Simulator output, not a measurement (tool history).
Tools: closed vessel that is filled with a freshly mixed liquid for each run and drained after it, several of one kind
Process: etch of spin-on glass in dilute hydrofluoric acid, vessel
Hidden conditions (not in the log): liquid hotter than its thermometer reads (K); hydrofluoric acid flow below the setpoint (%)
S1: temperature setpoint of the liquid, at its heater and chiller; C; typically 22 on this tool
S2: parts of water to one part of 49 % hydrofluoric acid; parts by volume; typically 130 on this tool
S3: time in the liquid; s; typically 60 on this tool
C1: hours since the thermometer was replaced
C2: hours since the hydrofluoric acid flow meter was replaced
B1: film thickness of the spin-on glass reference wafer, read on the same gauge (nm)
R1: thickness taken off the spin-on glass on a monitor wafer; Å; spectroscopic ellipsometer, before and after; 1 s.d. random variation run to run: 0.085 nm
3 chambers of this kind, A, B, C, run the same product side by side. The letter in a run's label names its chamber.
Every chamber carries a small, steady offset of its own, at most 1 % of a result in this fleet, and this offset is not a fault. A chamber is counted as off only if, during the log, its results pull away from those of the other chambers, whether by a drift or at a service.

run    day    S1   S2  S3      C1      C2      B1      R1
 1C  0.433    22  130  60  1167.5   826.8  149.98  111.94
 2B  0.788    22  130  60  1135.7   814.3  149.99  113.97
 3A  1.083    22  130  60   638.1  1932.2  150.03  113.03
     1.175  -- chamber C: thermometer replaced
 4B  1.604    22  130  60  1155.3   833.9  150.01  111.83
 5A  2.012    22  130  60   660.4  1954.5  150.05  111.49
 6C  2.604  25.5  130  90    34.4   878.9  149.97  191.84
 7C  3.254  25.5  130  90      50   894.5  149.99  191.88
 8A  3.721  25.5  130  90   701.4  1995.5  150.03  194.35
     4.112  -- chamber A: thermometer replaced
 9B  4.262    22  130  60  1219.1   897.7     150  110.51
10C  4.888    22  130  60    89.2   933.7  149.99  110.17
11B  5.258    22  130  60    1243   921.6  150.04   110.9
12A  5.554    22  130  60    34.6  2039.5  149.96   112.5
13A   5.95    22  130  60    44.1    2049  150.01  112.19
14C  6.275    22  130  60   122.5     967  150.02  111.98
15B  6.638    22  130  60  1276.1   954.7  149.96  112.48
16B  7.025    22  130  60  1285.4     964  149.97  112.92
17C  7.479    22  130  60   151.4   995.9     150  111.36
18A  8.104    22  130  60    95.8  2100.7  150.01  112.17
19B  8.462    22  100  60  1319.9   998.5  150.01  151.07
20C  8.892    22  100  60   185.3  1029.8  149.98  149.75
21A  9.538    22  100  60   130.2  2135.1  149.99  150.24

One chamber off, gauge drift, or nothing amiss beyond the chambers' own small offsets? If it is a chamber, which one, and what is the likeliest cause?

Neither any chamber nor the gauge drifts; the chambers differ only by their own small, steady offsets.
